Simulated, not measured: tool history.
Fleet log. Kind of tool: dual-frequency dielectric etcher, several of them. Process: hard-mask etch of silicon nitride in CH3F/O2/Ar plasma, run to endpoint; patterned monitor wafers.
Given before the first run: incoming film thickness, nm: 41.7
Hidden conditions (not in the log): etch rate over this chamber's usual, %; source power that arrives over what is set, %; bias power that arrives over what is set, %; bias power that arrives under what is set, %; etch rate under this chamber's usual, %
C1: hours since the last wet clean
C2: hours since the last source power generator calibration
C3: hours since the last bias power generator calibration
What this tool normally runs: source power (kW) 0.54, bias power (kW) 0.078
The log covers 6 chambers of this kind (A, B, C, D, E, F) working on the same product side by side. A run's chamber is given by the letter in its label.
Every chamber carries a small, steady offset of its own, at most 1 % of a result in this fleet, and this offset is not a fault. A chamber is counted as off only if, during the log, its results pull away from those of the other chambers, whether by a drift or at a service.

run 1C day=0.379 | source_power_(kW)=0.54 bias_power_(kW)=0.078 | C1=581.1 C2=3034.9 C3=1982.8 | endpoint_time_(s)=52.148
run 2F day=0.662 | source_power_(kW)=0.54 bias_power_(kW)=0.078 | C1=167 C2=1049.3 C3=2330.8 | endpoint_time_(s)=52.805
run 3A day=0.908 | source_power_(kW)=0.54 bias_power_(kW)=0.078 | C1=395.3 C2=1391.9 C3=1195 | endpoint_time_(s)=51.47
run 4B day=1.354 | source_power_(kW)=0.54 bias_power_(kW)=0.078 | C1=263.5 C2=2607.5 C3=2976.7 | endpoint_time_(s)=52.737
run 5E day=1.746 | source_power_(kW)=0.54 bias_power_(kW)=0.078 | C1=371.9 C2=2501.2 C3=4096 | endpoint_time_(s)=52.367
-- day=2.004 chamber D: bias power generator calibrated
-- day=2.046 chamber E: wet clean of the chamber
run 6D day=2.183 | source_power_(kW)=0.54 bias_power_(kW)=0.078 | C1=286.3 C2=1107.8 C3=4.3 | endpoint_time_(s)=52.447
-- day=2.488 chamber C: wet clean of the chamber
run 7D day=2.642 | source_power_(kW)=0.54 bias_power_(kW)=0.078 | C1=297.3 C2=1118.8 C3=15.3 | endpoint_time_(s)=51.93
run 8E day=2.875 | source_power_(kW)=0.54 bias_power_(kW)=0.078 | C1=20 C2=2528.3 C3=4123.1 | endpoint_time_(s)=52.64
run 9C day=3.133 | source_power_(kW)=0.54 bias_power_(kW)=0.078 | C1=15.5 C2=3101 C3=2048.9 | endpoint_time_(s)=52.831
run 10A day=3.562 | source_power_(kW)=0.54 bias_power_(kW)=0.078 | C1=459 C2=1455.6 C3=1258.7 | endpoint_time_(s)=52.424
run 11B day=4.058 | source_power_(kW)=0.54 bias_power_(kW)=0.078 | C1=328.4 C2=2672.4 C3=3041.6 | endpoint_time_(s)=52.865
run 12F day=4.508 | source_power_(kW)=0.54 bias_power_(kW)=0.078 | C1=259.3 C2=1141.6 C3=2423.1 | endpoint_time_(s)=52.72
run 13E day=4.912 | source_power_(kW)=0.54 bias_power_(kW)=0.078 | C1=68.9 C2=2577.2 C3=4172 | endpoint_time_(s)=52.761
-- day=4.979 chamber A: wet clean of the chamber
-- day=5.079 chamber D: wet clean of the chamber
run 14C day=5.158 | source_power_(kW)=0.54 bias_power_(kW)=0.078 | C1=64.1 C2=3149.6 C3=2097.5 | endpoint_time_(s)=52.191
run 15A day=5.512 | source_power_(kW)=0.54 bias_power_(kW)=0.078 | C1=12.9 C2=1502.4 C3=1305.5 | endpoint_time_(s)=52.043
run 16F day=5.954 | source_power_(kW)=0.54 bias_power_(kW)=0.078 | C1=294 C2=1176.3 C3=2457.8 | endpoint_time_(s)=53.201
run 17B day=6.388 | source_power_(kW)=0.54 bias_power_(kW)=0.078 | C1=384.3 C2=2728.3 C3=3097.5 | endpoint_time_(s)=52.447
-- day=6.692 chamber C: bias power generator calibrated
run 18D day=6.692 | source_power_(kW)=0.54 bias_power_(kW)=0.078 | C1=38.7 C2=1216 C3=112.5 | endpoint_time_(s)=52.074
run 19B day=7.175 | source_power_(kW)=0.49 bias_power_(kW)=0.094 | C1=403.2 C2=2747.2 C3=3116.4 | endpoint_time_(s)=51.166
-- day=7.438 chamber B: bias power generator calibrated
run 20D day=7.596 | source_power_(kW)=0.49 bias_power_(kW)=0.094 | C1=60.4 C2=1237.7 C3=134.2 | endpoint_time_(s)=50.89
run 21C day=7.942 | source_power_(kW)=0.49 bias_power_(kW)=0.094 | C1=130.9 C2=3216.4 C3=30 | endpoint_time_(s)=50.428
run 22E day=8.3 | source_power_(kW)=0.49 bias_power_(kW)=0.094 | C1=150.2 C2=2658.5 C3=4253.3 | endpoint_time_(s)=50.481
-- day=8.321 chamber E: bias power generator calibrated
run 23A day=8.646 | source_power_(kW)=0.49 bias_power_(kW)=0.094 | C1=88.1 C2=1577.6 C3=1380.7 | endpoint_time_(s)=50.291
run 24F day=8.908 | source_power_(kW)=0.49 bias_power_(kW)=0.094 | C1=364.9 C2=1247.2 C3=2528.7 | endpoint_time_(s)=51.21
run 25F day=9.192 | source_power_(kW)=0.54 bias_power_(kW)=0.078 | C1=371.7 C2=1254 C3=2535.5 | endpoint_time_(s)=52.542
-- day=9.312 chamber B: wet clean of the chamber
run 26B day=9.575 | source_power_(kW)=0.54 bias_power_(kW)=0.078 | C1=6.3 C2=2804.8 C3=51.3 | endpoint_time_(s)=51.35
run 27C day=9.862 | source_power_(kW)=0.54 bias_power_(kW)=0.078 | C1=177 C2=3262.5 C3=76.1 | endpoint_time_(s)=51.591
run 28D day=10.212 | source_power_(kW)=0.54 bias_power_(kW)=0.078 | C1=123.2 C2=1300.5 C3=197 | endpoint_time_(s)=52.78
run 29A day=10.654 | source_power_(kW)=0.54 bias_power_(kW)=0.078 | C1=136.3 C2=1625.8 C3=1428.9 | endpoint_time_(s)=51.051
run 30E day=10.904 | source_power_(kW)=0.54 bias_power_(kW)=0.084 | C1=212.7 C2=2721 C3=62 | endpoint_time_(s)=51.301
run 31C day=11.225 | source_power_(kW)=0.54 bias_power_(kW)=0.084 | C1=209.7 C2=3295.2 C3=108.8 | endpoint_time_(s)=51.148
run 32D day=11.604 | source_power_(kW)=0.54 bias_power_(kW)=0.084 | C1=156.6 C2=1333.9 C3=230.4 | endpoint_time_(s)=51.231
run 33B day=11.821 | source_power_(kW)=0.54 bias_power_(kW)=0.084 | C1=60.2 C2=2858.7 C3=105.2 | endpoint_time_(s)=50.697
-- day=11.958 chamber F: wet clean of the chamber
run 34F day=12.233 | source_power_(kW)=0.54 bias_power_(kW)=0.084 | C1=6.7 C2=1327 C3=2608.5 | endpoint_time_(s)=51.539
run 35E day=12.488 | source_power_(kW)=0.54 bias_power_(kW)=0.084 | C1=250.7 C2=2759 C3=100 | endpoint_time_(s)=51.152
run 36A day=12.712 | source_power_(kW)=0.54 bias_power_(kW)=0.067 | C1=185.7 C2=1675.2 C3=1478.3 | endpoint_time_(s)=55.093
run 37B day=13.075 | source_power_(kW)=0.54 bias_power_(kW)=0.067 | C1=90.3 C2=2888.8 C3=135.3 | endpoint_time_(s)=55.338
run 38C day=13.488 | source_power_(kW)=0.54 bias_power_(kW)=0.067 | C1=264 C2=3349.5 C3=163.1 | endpoint_time_(s)=54.358

Next, every chamber runs the same settings. What will each give?
run 39A day=13.846 | source_power_(kW)=0.54 bias_power_(kW)=0.078 | endpoint_time_(s)=?
run 39B day=13.846 | source_power_(kW)=0.54 bias_power_(kW)=0.078 | endpoint_time_(s)=?
run 39C day=13.846 | source_power_(kW)=0.54 bias_power_(kW)=0.078 | endpoint_time_(s)=?
run 39D day=13.846 | source_power_(kW)=0.54 bias_power_(kW)=0.078 | endpoint_time_(s)=?
run 39E day=13.846 | source_power_(kW)=0.54 bias_power_(kW)=0.078 | endpoint_time_(s)=?
run 39F day=13.846 | source_power_(kW)=0.54 bias_power_(kW)=0.078 | endpoint_time_(s)=?

run=39A endpoint_time_(s)=51.261
run=39B endpoint_time_(s)=52.835
run=39C endpoint_time_(s)=52.116
run=39D endpoint_time_(s)=52.125
run=39E endpoint_time_(s)=52.011
run=39F endpoint_time_(s)=53.488
